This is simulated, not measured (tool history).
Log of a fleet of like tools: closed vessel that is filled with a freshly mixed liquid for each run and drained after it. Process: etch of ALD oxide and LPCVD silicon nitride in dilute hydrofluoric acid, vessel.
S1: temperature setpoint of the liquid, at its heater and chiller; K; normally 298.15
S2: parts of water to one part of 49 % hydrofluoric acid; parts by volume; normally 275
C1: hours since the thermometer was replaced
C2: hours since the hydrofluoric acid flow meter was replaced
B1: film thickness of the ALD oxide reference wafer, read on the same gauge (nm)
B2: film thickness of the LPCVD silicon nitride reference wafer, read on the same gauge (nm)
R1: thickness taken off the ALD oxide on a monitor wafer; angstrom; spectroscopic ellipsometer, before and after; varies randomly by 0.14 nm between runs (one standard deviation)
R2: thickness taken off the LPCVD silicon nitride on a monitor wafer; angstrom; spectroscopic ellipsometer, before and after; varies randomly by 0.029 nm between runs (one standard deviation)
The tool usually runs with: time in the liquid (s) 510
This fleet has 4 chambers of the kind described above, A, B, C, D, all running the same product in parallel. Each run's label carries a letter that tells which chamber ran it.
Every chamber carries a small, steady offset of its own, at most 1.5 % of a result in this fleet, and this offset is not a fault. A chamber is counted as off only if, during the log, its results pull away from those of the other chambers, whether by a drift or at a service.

run 1B hour=7.6 | S1=298.15 S2=275 time_in_the_liquid_(s)=510 | C1=256.6 C2=1062.7 | B1=89.974 B2=49.948 | R1=315.44 R2=11.8960
run 2C hour=16.1 | S1=298.15 S2=275 time_in_the_liquid_(s)=510 | C1=561.6 C2=224.9 | B1=89.971 B2=50.004 | R1=313.67 R2=11.5970
run 3A hour=26.7 | S1=298.15 S2=275 time_in_the_liquid_(s)=510 | C1=1659.8 C2=586.5 | B1=90.027 B2=50.026 | R1=312.62 R2=11.9070
run 4D hour=38.6 | S1=298.15 S2=275 time_in_the_liquid_(s)=510 | C1=1267.0 C2=977.9 | B1=90.001 B2=49.988 | R1=315.89 R2=11.6210
run 5D hour=46.8 | S1=298.15 S2=275 time_in_the_liquid_(s)=510 | C1=1275.2 C2=986.1 | B1=89.991 B2=50.029 | R1=315.01 R2=11.9390
run 6A hour=56.4 | S1=298.15 S2=275 time_in_the_liquid_(s)=510 | C1=1689.5 C2=616.2 | B1=89.983 B2=49.996 | R1=311.77 R2=11.3020
run 7C hour=68.3 | S1=298.15 S2=275 time_in_the_liquid_(s)=510 | C1=613.8 C2=277.1 | B1=89.974 B2=50.034 | R1=315.96 R2=11.7700
run 8B hour=73.7 | S1=298.15 S2=275 time_in_the_liquid_(s)=510 | C1=322.7 C2=1128.8 | B1=90.016 B2=50.007 | R1=313.57 R2=11.6850
run 9A hour=81.8 | S1=298.15 S2=275 time_in_the_liquid_(s)=510 | C1=1714.9 C2=641.6 | B1=90.008 B2=50.026 | R1=312.37 R2=11.6020
run 10C hour=93.1 | S1=298.15 S2=275 time_in_the_liquid_(s)=510 | C1=638.6 C2=301.9 | B1=90.009 B2=49.979 | R1=315.55 R2=11.5050
run 11D hour=105.2 | S1=298.15 S2=275 time_in_the_liquid_(s)=510 | C1=1333.6 C2=1044.5 | B1=90.008 B2=50.020 | R1=312.49 R2=11.4090
run 12B hour=115.8 | S1=298.15 S2=275 time_in_the_liquid_(s)=510 | C1=364.8 C2=1170.9 | B1=89.996 B2=49.977 | R1=316.64 R2=11.9700
run 13B hour=127.0 | S1=298.15 S2=275 time_in_the_liquid_(s)=510 | C1=376.0 C2=1182.1 | B1=90.000 B2=49.975 | R1=314.79 R2=11.2600
-- hour=133.8 chamber A: thermometer replaced
run 14D hour=135.0 | S1=298.15 S2=275 time_in_the_liquid_(s)=510 | C1=1363.4 C2=1074.3 | B1=89.999 B2=50.009 | R1=309.84 R2=11.2950
run 15C hour=142.8 | S1=298.15 S2=275 time_in_the_liquid_(s)=510 | C1=688.3 C2=351.6 | B1=90.006 B2=49.986 | R1=315.22 R2=11.4500
run 16A hour=150.1 | S1=298.15 S2=275 time_in_the_liquid_(s)=510 | C1=16.4 C2=709.9 | B1=89.997 B2=49.976 | R1=314.81 R2=11.2800
run 17A hour=160.3 | S1=298.15 S2=275 time_in_the_liquid_(s)=510 | C1=26.6 C2=720.1 | B1=90.018 B2=50.018 | R1=316.96 R2=11.8110
run 18B hour=167.2 | S1=298.15 S2=275 time_in_the_liquid_(s)=510 | C1=416.2 C2=1222.3 | B1=90.000 B2=49.981 | R1=316.45 R2=12.3200
run 19C hour=179.2 | S1=293.65 S2=370 time_in_the_liquid_(s)=510 | C1=724.7 C2=388.0 | B1=89.996 B2=50.005 | R1=181.17 R2=6.3881
run 20D hour=186.4 | S1=293.65 S2=370 time_in_the_liquid_(s)=510 | C1=1414.8 C2=1125.7 | B1=89.988 B2=50.009 | R1=179.90 R2=6.3921
run 21A hour=198.0 | S1=293.65 S2=370 time_in_the_liquid_(s)=510 | C1=64.3 C2=757.8 | B1=90.006 B2=50.013 | R1=182.02 R2=6.1841
run 22B hour=206.0 | S1=293.65 S2=370 time_in_the_liquid_(s)=510 | C1=455.0 C2=1261.1 | B1=90.008 B2=50.025 | R1=183.63 R2=6.6498
run 23C hour=215.7 | S1=298.15 S2=275 time_in_the_liquid_(s)=510 | C1=761.2 C2=424.5 | B1=89.996 B2=50.001 | R1=314.48 R2=11.6230
run 24D hour=224.6 | S1=298.15 S2=275 time_in_the_liquid_(s)=510 | C1=1453.0 C2=1163.9 | B1=89.975 B2=49.952 | R1=305.45 R2=11.1240
run 25B hour=231.5 | S1=298.15 S2=275 time_in_the_liquid_(s)=305 | C1=480.5 C2=1286.6 | B1=89.998 B2=49.969 | R1=187.84 R2=7.0676
run 26C hour=238.4 | S1=298.15 S2=275 time_in_the_liquid_(s)=305 | C1=783.9 C2=447.2 | B1=90.001 B2=49.959 | R1=186.71 R2=7.0501
run 27A hour=244.1 | S1=298.15 S2=275 time_in_the_liquid_(s)=305 | C1=110.4 C2=803.9 | B1=90.016 B2=50.009 | R1=188.05 R2=6.8193
run 28D hour=250.9 | S1=298.15 S2=275 time_in_the_liquid_(s)=305 | C1=1479.3 C2=1190.2 | B1=89.987 B2=49.979 | R1=181.41 R2=6.5977
run 29A hour=258.1 | S1=298.15 S2=275 time_in_the_liquid_(s)=510 | C1=124.4 C2=817.9 | B1=90.003 B2=49.982 | R1=315.04 R2=11.2060
run 30D hour=269.0 | S1=298.15 S2=275 time_in_the_liquid_(s)=510 | C1=1497.4 C2=1208.3 | B1=89.999 B2=49.992 | R1=301.80 R2=11.4540

Does one chamber stand apart from the rest, does the shared gauge drift, or is all well apart from small per-chamber offsets? Give the chamber and the most likely cause, where there is one.

It is chamber D that slowly wanders off from its peers.
What lies behind it: hydrofluoric acid flow below the setpoint (%) = 3.3.

Below are 4 candidate recipes for chamber D's next run, each the usual settings with a change, their results shown as question marks. Which of them brings D's results back in line with what the other chambers give on the usual settings?
Allowed miss from the other chambers' usual-settings mean, per result, to count as in line: R1 4.80 angstrom; R2 1.0000 angstrom
run 31D-1 hour=277.7 | S1=297.65 S2=260 time_in_the_liquid_(s)=515 | R1=? R2=?
run 31D-2 hour=277.7 | S1=298.65 S2=290 time_in_the_liquid_(s)=500 | R1=? R2=?
run 31D-3 hour=277.7 | S1=298.65 S2=285 time_in_the_liquid_(s)=505 | R1=? R2=?
run 31D-4 hour=277.7 | S1=297.65 S2=265 time_in_the_liquid_(s)=515 | R1=? R2=?

Mean of the other chambers on the usual settings: R1 315.03 angstrom; R2 11.6170 angstrom
run=31D-1 R1=322.76 R2=11.7680
run=31D-2 R1=282.12 R2=10.8960
run=31D-3 R1=291.42 R2=11.1970
run=31D-4 R1=315.07 R2=11.5490
It is 31D-4 that realigns the chamber with its peers.
